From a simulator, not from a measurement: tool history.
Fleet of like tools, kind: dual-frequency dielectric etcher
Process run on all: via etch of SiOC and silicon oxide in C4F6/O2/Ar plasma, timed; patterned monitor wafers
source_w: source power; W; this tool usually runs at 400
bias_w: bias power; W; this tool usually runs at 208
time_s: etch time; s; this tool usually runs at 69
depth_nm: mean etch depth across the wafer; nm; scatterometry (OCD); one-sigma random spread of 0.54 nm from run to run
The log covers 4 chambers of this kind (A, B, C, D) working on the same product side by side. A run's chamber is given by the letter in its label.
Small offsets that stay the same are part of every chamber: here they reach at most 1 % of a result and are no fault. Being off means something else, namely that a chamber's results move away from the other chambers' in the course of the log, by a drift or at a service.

run   hour  source_w  bias_w  time_s  hours since the last wet clean  hours since the last source power generator calibration  hours since the last bias power generator calibration  read-back reference wafer on the same gauge, depth_nm  depth_nm
 1D    6.7       400     208      69                           286.3                                                   2057.2                                                   1669                                                 65.956    81.624
 2A   14.2       400     208      69                           296.1                                                   1057.5                                                 2030.6                                                 65.785     80.85
 3B   18.6       400     208      69                           104.4                                                   1263.5                                                 2001.9                                                 65.839    82.562
 4C   23.6       400     208      69                            92.6                                                   1077.9                                                  265.5                                                 65.818    82.104
 5B   27.7       400     208      69                           113.5                                                   1272.6                                                   2011                                                 65.798    82.079
 6D   33.1       400     208      69                           312.7                                                   2083.6                                                 1695.4                                                 65.843    81.965
 7A   36.5       400     208      69                           318.4                                                   1079.8                                                 2052.9                                                 65.736    80.651
 8C   40.9       400     208      69                           109.9                                                   1095.2                                                  282.8                                                 65.731    81.861
 9D   46.4       400     208      69                             326                                                   2096.9                                                 1708.7                                                 65.818    81.788
10A   50.7       310     208    86.5                           332.6                                                     1094                                                 2067.1                                                 65.703    91.309
11C   56.4       310     208    86.5                           125.4                                                   1110.7                                                  298.3                                                 65.816    92.155
      56.8  -- chamber A: wet clean of the chamber
12B   59.8       310     208    86.5                           145.6                                                   1304.7                                                 2043.1                                                 65.804    93.433
13D   66.3       310     208    86.5                           345.9                                                   2116.8                                                 1728.6                                                 65.753      92.8
14C   71.8       400     208      69                           140.8                                                   1126.1                                                  313.7                                                 65.892    80.564
      74.1  -- chamber D: wet clean of the chamber
15A   75.8       400     208      69                              19                                                   1119.1                                                 2092.2                                                 65.819     80.69
16B   79.2       340     208      69                             165                                                   1324.1                                                 2062.5                                                 65.802    75.886
17A   85.8       340     208      69                              29                                                   1129.1                                                 2102.2                                                 65.799    75.692
18B   91.5       340     208      69                           177.3                                                   1336.4                                                 2074.8                                                 65.822    75.847
19C   98.2       340     208      69                           167.2                                                   1152.5                                                  340.1                                                 65.744    75.762
20D    104       400     208      69                              30                                                   2154.5                                                 1766.3                                                 65.858    81.973
21A  109.5       400     208      69                            52.7                                                   1152.8                                                 2125.9                                                 65.843    80.623
22D  115.5       400     239    82.5                            41.5                                                     2166                                                 1777.8                                                 65.737    102.97
23B  121.4       400     239    82.5                           207.2                                                   1366.3                                                 2104.7                                                   65.8    97.825
24C  125.1       400     239    82.5                           194.1                                                   1179.4                                                    367                                                 65.763     102.2

Each of the 4 chambers runs these same settings next. Fill in every chamber's results:
25A  130.6       400     208      69                                                                                                                                                                                                                ?
25B  130.6       400     208      69                                                                                                                                                                                                                ?
25C  130.6       400     208      69                                                                                                                                                                                                                ?
25D  130.6       400     208      69                                                                                                                                                                                                                ?

run  depth_nm
25A    80.873
25B    78.008
25C    82.288
25D    82.072

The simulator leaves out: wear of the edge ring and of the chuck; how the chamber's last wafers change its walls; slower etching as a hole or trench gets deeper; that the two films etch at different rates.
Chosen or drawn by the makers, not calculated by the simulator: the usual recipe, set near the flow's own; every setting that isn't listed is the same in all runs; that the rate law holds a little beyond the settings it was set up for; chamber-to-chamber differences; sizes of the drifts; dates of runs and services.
